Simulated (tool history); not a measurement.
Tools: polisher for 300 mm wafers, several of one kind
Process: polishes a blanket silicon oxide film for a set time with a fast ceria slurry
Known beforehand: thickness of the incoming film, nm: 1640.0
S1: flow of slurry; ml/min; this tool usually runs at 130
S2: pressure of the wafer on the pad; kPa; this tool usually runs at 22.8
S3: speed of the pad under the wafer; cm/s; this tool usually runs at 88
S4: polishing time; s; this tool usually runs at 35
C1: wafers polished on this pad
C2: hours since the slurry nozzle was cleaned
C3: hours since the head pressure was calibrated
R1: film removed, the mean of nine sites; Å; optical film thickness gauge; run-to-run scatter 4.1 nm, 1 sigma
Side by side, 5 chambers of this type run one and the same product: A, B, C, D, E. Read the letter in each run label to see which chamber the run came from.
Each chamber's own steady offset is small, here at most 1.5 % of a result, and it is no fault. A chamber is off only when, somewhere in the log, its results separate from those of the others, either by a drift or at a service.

run,hour,S1,S2,S3,S4,C1,C2,C3,R1
1E,6.3,130,22.8,88,35,586,184.9,585.1,4941.7
# hour 7.1: chamber B: worn pad replaced by a new one
# hour 9.8: chamber C: worn pad replaced by a new one
2D,11.1,130,22.8,88,35,373,36.7,18.2,4992
3B,17.1,130,22.8,88,35,187,366.1,402.2,4972.3
# hour 20.2: chamber E: worn pad replaced by a new one
4A,23.5,130,22.8,88,35,527,182.3,128.2,5018.2
5C,27.5,130,22.8,88,35,329,227,210.4,4994.5
6D,32.2,130,22.8,88,35,765,57.8,39.3,5034.2
# hour 37.5: chamber E: slurry nozzle cleaned
7A,39.3,130,22.8,88,35,821,198.1,144,5130.2
8B,45.3,130,22.8,88,35,711,394.3,430.4,4969.4
# hour 46.3: chamber D: worn pad replaced by a new one
9C,51.1,150,22.8,110,35,767,250.6,234,6397.3
# hour 53.2: chamber B: worn pad replaced by a new one
# hour 55.2: chamber C: worn pad replaced by a new one
10E,55.3,150,22.8,110,35,653,17.9,634.1,6326
# hour 60.6: chamber B: head pressure recalibrated
11E,61.8,150,22.8,110,35,773,24.4,640.6,6451.4
# hour 63.6: chamber A: worn pad replaced by a new one
# hour 65.3: chamber E: worn pad replaced by a new one
12A,67.2,150,22.8,110,35,67,226,171.9,6431.1
13D,73.3,150,22.8,110,35,501,98.9,80.4,6393.2
# hour 79.4: chamber C: slurry nozzle cleaned
14C,79.7,130,22.8,88,35,456,0.4,262.6,5070.6
15B,83.2,130,22.8,88,35,557,432.2,22.7,4945.5
16B,87.1,130,22.8,88,35,629,436.1,26.6,4988.4
17E,94.2,130,22.8,88,35,536,56.8,673,5081.3
18A,100.3,130,22.8,88,35,681,259.1,205,4898.8
# hour 102.6: chamber B: worn pad replaced by a new one
# hour 102.7: chamber D: worn pad replaced by a new one
# hour 104.8: chamber C: worn pad replaced by a new one
# hour 104.8: chamber B: slurry nozzle cleaned
19D,105.1,130,22.8,88,35,46,130.7,112.2,4986.6
20C,112.2,130,22.8,88,35,138,32.9,295.1,5098.4
21D,119.2,130,22.8,76,35,307,144.8,126.3,4311.7
# hour 121.7: chamber A: worn pad replaced by a new one
22B,122.5,130,22.8,76,35,370,17.8,62,4303.6
# hour 126.3: chamber E: worn pad replaced by a new one
23E,128.4,130,22.8,76,35,40,91,707.2,4202.7
24A,132.9,130,22.8,76,35,209,291.7,237.6,4121.5
25C,138.1,130,22.8,76,35,619,58.8,321,4327.7
26D,143.4,130,22.8,88,35,757,169,150.5,4986.9
27A,150.2,130,22.8,88,35,530,309,254.9,4689.4
28E,155.3,130,22.8,88,35,540,117.9,734.1,4968.2
# hour 156.9: chamber B: worn pad replaced by a new one
# hour 158: chamber C: worn pad replaced by a new one
29B,160.6,130,22.8,88,35,69,55.9,100.1,4926.3
30C,166,130,22.8,88,35,149,86.7,348.9,4995.7

One chamber off, gauge drift, or nothing amiss beyond the chambers' own small offsets? If it is a chamber, which one, and what is the likeliest cause?

It is chamber A that slowly wanders off from its peers.
Most likely cause: slurry flow missing at the pad, % = 33.
From this log alone, it may not be told apart from: head's pressure below its setpoint, %.

Here are 4 candidates for chamber A's next run, each the usual settings with a change, their results left as question marks. Which one brings its results back in line with what the others give on the usual settings?
In line here means within this much of the mean the other chambers give on the usual settings: R1 140 Å
31A-1,171.1,130,20.7,88,35,,,,?
31A-2,171.1,130,21.4,84,33,,,,?
31A-3,171.1,130,23.4,92,35,,,,?
31A-4,171.1,135,22.8,94,38,,,,?

Other chambers, usual settings, mean: R1 4983.8 Å
run,R1
31A-1,4185.8
31A-2,3890
31A-3,4954
31A-4,5393.6
It is 31A-3 that realigns the chamber with its peers.

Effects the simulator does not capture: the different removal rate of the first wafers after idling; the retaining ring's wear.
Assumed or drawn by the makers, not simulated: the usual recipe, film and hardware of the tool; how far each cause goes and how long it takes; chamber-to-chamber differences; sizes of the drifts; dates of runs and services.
